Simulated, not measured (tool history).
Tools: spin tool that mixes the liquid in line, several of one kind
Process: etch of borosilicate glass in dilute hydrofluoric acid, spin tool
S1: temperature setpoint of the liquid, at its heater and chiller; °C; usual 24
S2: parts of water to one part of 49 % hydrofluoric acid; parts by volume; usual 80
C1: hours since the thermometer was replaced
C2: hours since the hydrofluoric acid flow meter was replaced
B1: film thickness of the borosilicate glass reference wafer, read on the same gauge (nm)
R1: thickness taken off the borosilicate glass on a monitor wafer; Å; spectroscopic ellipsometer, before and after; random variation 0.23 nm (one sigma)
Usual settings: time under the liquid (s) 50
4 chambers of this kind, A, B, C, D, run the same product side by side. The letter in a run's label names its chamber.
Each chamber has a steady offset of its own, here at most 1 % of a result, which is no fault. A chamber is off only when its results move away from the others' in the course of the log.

{"hour": 1.7, "done": "chamber A: thermometer replaced"}
{"run": "1D", "hour": 5.8, "S1": 24, "S2": 80, "time under the liquid (s)": 50, "C1": 1954.3, "C2": 513.4, "B1": 129.99, "R1": 225}
{"run": "2C", "hour": 10.4, "S1": 24, "S2": 80, "time under the liquid (s)": 50, "C1": 669.5, "C2": 79.3, "B1": 130, "R1": 231.52}
{"run": "3A", "hour": 16.1, "S1": 24, "S2": 80, "time under the liquid (s)": 50, "C1": 14.4, "C2": 678.4, "B1": 129.97, "R1": 227.55}
{"run": "4B", "hour": 21.5, "S1": 24, "S2": 80, "time under the liquid (s)": 50, "C1": 1663.3, "C2": 1264.6, "B1": 130.01, "R1": 221.11}
{"run": "5C", "hour": 26.7, "S1": 24, "S2": 80, "time under the liquid (s)": 50, "C1": 685.8, "C2": 95.6, "B1": 130.01, "R1": 228.71}
{"run": "6B", "hour": 31.4, "S1": 24, "S2": 80, "time under the liquid (s)": 50, "C1": 1673.2, "C2": 1274.5, "B1": 129.99, "R1": 227.83}
{"run": "7A", "hour": 38.2, "S1": 24, "S2": 80, "time under the liquid (s)": 50, "C1": 36.5, "C2": 700.5, "B1": 130.01, "R1": 228.17}
{"run": "8D", "hour": 41.2, "S1": 24, "S2": 80, "time under the liquid (s)": 50, "C1": 1989.7, "C2": 548.8, "B1": 130.01, "R1": 226.45}
{"run": "9A", "hour": 47.7, "S1": 24, "S2": 80, "time under the liquid (s)": 50, "C1": 46, "C2": 710, "B1": 130, "R1": 225.33}
{"run": "10C", "hour": 51.8, "S1": 24, "S2": 80, "time under the liquid (s)": 50, "C1": 710.9, "C2": 120.7, "B1": 130, "R1": 230.8}
{"run": "11D", "hour": 57.7, "S1": 24, "S2": 80, "time under the liquid (s)": 50, "C1": 2006.2, "C2": 565.3, "B1": 129.98, "R1": 225.18}
{"run": "12B", "hour": 61.0, "S1": 24, "S2": 80, "time under the liquid (s)": 50, "C1": 1702.8, "C2": 1304.1, "B1": 130.01, "R1": 225.62}
{"run": "13D", "hour": 67.6, "S1": 24, "S2": 95, "time under the liquid (s)": 75, "C1": 2016.1, "C2": 575.2, "B1": 130, "R1": 283.08}
{"run": "14B", "hour": 72.7, "S1": 24, "S2": 95, "time under the liquid (s)": 75, "C1": 1714.5, "C2": 1315.8, "B1": 130, "R1": 280.26}
{"run": "15A", "hour": 77.4, "S1": 24, "S2": 95, "time under the liquid (s)": 75, "C1": 75.7, "C2": 739.7, "B1": 129.99, "R1": 273.38}
{"run": "16C", "hour": 80.6, "S1": 24, "S2": 95, "time under the liquid (s)": 75, "C1": 739.7, "C2": 149.5, "B1": 130.01, "R1": 282.57}
{"run": "17C", "hour": 84.3, "S1": 24, "S2": 45, "time under the liquid (s)": 80, "C1": 743.4, "C2": 153.2, "B1": 129.98, "R1": 671.56}
{"run": "18B", "hour": 89.4, "S1": 24, "S2": 45, "time under the liquid (s)": 80, "C1": 1731.2, "C2": 1332.5, "B1": 130, "R1": 672.03}
{"run": "19D", "hour": 94.1, "S1": 24, "S2": 45, "time under the liquid (s)": 80, "C1": 2042.6, "C2": 601.7, "B1": 129.98, "R1": 670.1}
{"run": "20A", "hour": 98.1, "S1": 24, "S2": 45, "time under the liquid (s)": 80, "C1": 96.4, "C2": 760.4, "B1": 130, "R1": 648.72}
{"run": "21A", "hour": 104.3, "S1": 24, "S2": 80, "time under the liquid (s)": 50, "C1": 102.6, "C2": 766.6, "B1": 130.02, "R1": 219.43}
{"hour": 109.4, "done": "chamber B: hydrofluoric acid flow meter replaced"}
{"run": "22D", "hour": 110.7, "S1": 24, "S2": 80, "time under the liquid (s)": 50, "C1": 2059.2, "C2": 618.3, "B1": 130, "R1": 226.27}
{"run": "23C", "hour": 115.5, "S1": 28.5, "S2": 80, "time under the liquid (s)": 50, "C1": 774.6, "C2": 184.4, "B1": 130, "R1": 271.28}
{"run": "24B", "hour": 122.0, "S1": 28.5, "S2": 80, "time under the liquid (s)": 50, "C1": 1763.8, "C2": 12.7, "B1": 130.03, "R1": 272.53}
{"run": "25C", "hour": 128.2, "S1": 28.5, "S2": 80, "time under the liquid (s)": 50, "C1": 787.3, "C2": 197.1, "B1": 129.98, "R1": 272.08}

All 4 chambers run these settings next. Forecast each chamber's results:
{"run": "26A", "hour": 133.2, "S1": 24, "S2": 80, "time under the liquid (s)": 50, "R1": "?"}
{"run": "26B", "hour": 133.2, "S1": 24, "S2": 80, "time under the liquid (s)": 50, "R1": "?"}
{"run": "26C", "hour": 133.2, "S1": 24, "S2": 80, "time under the liquid (s)": 50, "R1": "?"}
{"run": "26D", "hour": 133.2, "S1": 24, "S2": 80, "time under the liquid (s)": 50, "R1": "?"}

run=26A R1=216.84
run=26B R1=233.67
run=26C R1=226.55
run=26D R1=221.81
